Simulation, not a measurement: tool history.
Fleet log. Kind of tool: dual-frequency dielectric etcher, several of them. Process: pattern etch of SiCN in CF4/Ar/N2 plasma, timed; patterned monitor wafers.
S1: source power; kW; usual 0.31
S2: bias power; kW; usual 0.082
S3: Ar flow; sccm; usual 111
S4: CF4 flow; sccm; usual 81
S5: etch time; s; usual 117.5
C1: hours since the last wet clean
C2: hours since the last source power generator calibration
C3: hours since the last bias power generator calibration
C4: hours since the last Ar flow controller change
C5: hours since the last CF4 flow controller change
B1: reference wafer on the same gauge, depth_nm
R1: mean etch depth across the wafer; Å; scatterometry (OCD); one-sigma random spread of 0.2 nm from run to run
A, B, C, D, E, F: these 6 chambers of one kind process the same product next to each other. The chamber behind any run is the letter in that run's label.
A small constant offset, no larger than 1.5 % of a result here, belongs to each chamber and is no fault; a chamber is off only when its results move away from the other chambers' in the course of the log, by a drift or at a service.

run,hour,S1,S2,S3,S4,S5,C1,C2,C3,C4,C5,B1,R1
1D,4.7,0.31,0.082,111,81,117.5,60.6,3231.2,3164.7,2428.8,3522.1,84.481,769.43
2B,8.7,0.31,0.082,111,81,117.5,223.1,2121.8,777.3,821.7,2468.6,84.512,763.54
3F,16.8,0.31,0.082,111,81,117.5,92.3,488.9,2054.4,4346,494.2,84.506,778.62
4A,20.7,0.31,0.082,111,81,117.5,482.4,3044.3,2253.5,206.2,3608.8,84.497,770.04
5E,26.2,0.31,0.082,111,81,117.5,531.1,1728.6,841.2,3457,2312,84.525,772.49
6C,30.8,0.31,0.082,111,81,117.5,74.5,85.5,1924.9,2064.1,1452,84.472,761.27
7D,35.3,0.24,0.072,111,81,117.5,91.2,3261.8,3195.3,2459.4,3552.7,84.473,586.05
8E,39.2,0.24,0.072,111,81,117.5,544.1,1741.6,854.2,3470,2325,84.571,585.68
# hour 41.6: chamber D: bias power generator calibrated
9F,46,0.24,0.072,111,81,117.5,121.5,518.1,2083.6,4375.2,523.4,84.438,594.81
10C,49.7,0.24,0.072,111,81,117.5,93.4,104.4,1943.8,2083,1470.9,84.473,582.68
# hour 55.9: chamber A: wet clean of the chamber
11B,57.6,0.24,0.072,111,81,117.5,272,2170.7,826.2,870.6,2517.5,84.484,585.04
12A,61.5,0.24,0.072,111,81,117.5,5.7,3085.1,2294.3,247,3649.6,84.505,585.81
13B,66.5,0.31,0.082,111,81,117.5,280.9,2179.6,835.1,879.5,2526.4,84.475,766.29
14C,72.8,0.31,0.082,111,81,117.5,116.5,127.5,1966.9,2106.1,1494,84.432,761.86
# hour 73.5: chamber E: wet clean of the chamber
15E,77.1,0.31,0.082,111,81,117.5,3.7,1779.5,892.1,3507.9,2362.9,84.456,773.13
16A,85,0.31,0.082,111,81,117.5,29.2,3108.6,2317.8,270.5,3673.1,84.449,768.34
17F,91.8,0.31,0.082,111,81,117.5,167.3,563.9,2129.4,4421,569.2,84.52,778.18
18D,96.1,0.31,0.082,111,81,117.5,152,3322.6,54.5,2520.2,3613.5,84.575,766.5
19A,102.3,0.31,0.082,111,81,117.5,46.5,3125.9,2335.1,287.8,3690.4,84.557,774.7
20B,106,0.31,0.082,111,81,117.5,320.4,2219.1,874.6,919,2565.9,84.477,760.68
21D,112.8,0.31,0.082,111,81,117.5,168.7,3339.3,71.2,2536.9,3630.2,84.441,769.97
22C,119.1,0.31,0.082,111,81,117.5,162.8,173.8,2013.2,2152.4,1540.3,84.46,761.8
23E,123.8,0.31,0.082,111,81,117.5,50.4,1826.2,938.8,3554.6,2409.6,84.504,769.19
24F,128.5,0.31,0.082,111,81,117.5,204,600.6,2166.1,4457.7,605.9,84.433,776
25B,132.7,0.31,0.082,111,81,117.5,347.1,2245.8,901.3,945.7,2592.6,84.488,754.5
26E,138.4,0.31,0.082,111,81,117.5,65,1840.8,953.4,3569.2,2424.2,84.485,769.49
27A,146.3,0.31,0.082,132,81,117.5,90.5,3169.9,2379.1,331.8,3734.4,84.517,755.47
28D,150.5,0.31,0.082,132,81,117.5,206.4,3377,108.9,2574.6,3667.9,84.45,749.35
29C,158.8,0.31,0.082,132,81,117.5,202.5,213.5,2052.9,2192.1,1580,84.501,742.78
# hour 161.8: chamber E: Ar flow controller replaced
30F,162.9,0.31,0.082,132,81,117.5,238.4,635,2200.5,4492.1,640.3,84.464,760.27
31B,166.7,0.31,0.082,132,81,117.5,381.1,2279.8,935.3,979.7,2626.6,84.436,739.61
32A,173.7,0.31,0.082,132,81,117.5,117.9,3197.3,2406.5,359.2,3761.8,84.516,755.28
33F,179.2,0.31,0.082,111,81,117.5,254.7,651.3,2216.8,4508.4,656.6,84.504,775.28
34E,184.3,0.31,0.082,111,81,117.5,110.9,1886.7,999.3,22.6,2470.1,84.547,769.99
35C,190,0.31,0.082,111,81,117.5,233.7,244.7,2084.1,2223.3,1611.2,84.491,766.66
36D,196.4,0.31,0.082,111,81,117.5,252.3,3422.9,154.8,2620.5,3713.8,84.447,774.6
37C,203.3,0.31,0.082,111,81,117.5,247,258,2097.4,2236.6,1624.5,84.486,766.49
38F,207.5,0.31,0.082,111,81,117.5,283,679.6,2245.1,4536.7,684.9,84.518,777.55

Each of the 6 chambers runs these same settings next. Fill in every chamber's results:
39A,213.4,0.31,0.082,111,81,117.5,,,,,,,?
39B,213.4,0.31,0.082,111,81,117.5,,,,,,,?
39C,213.4,0.31,0.082,111,81,117.5,,,,,,,?
39D,213.4,0.31,0.082,111,81,117.5,,,,,,,?
39E,213.4,0.31,0.082,111,81,117.5,,,,,,,?
39F,213.4,0.31,0.082,111,81,117.5,,,,,,,?

run,R1
39A,770.3
39B,747.77
39C,766.87
39D,768.47
39E,773.3
39F,776.43
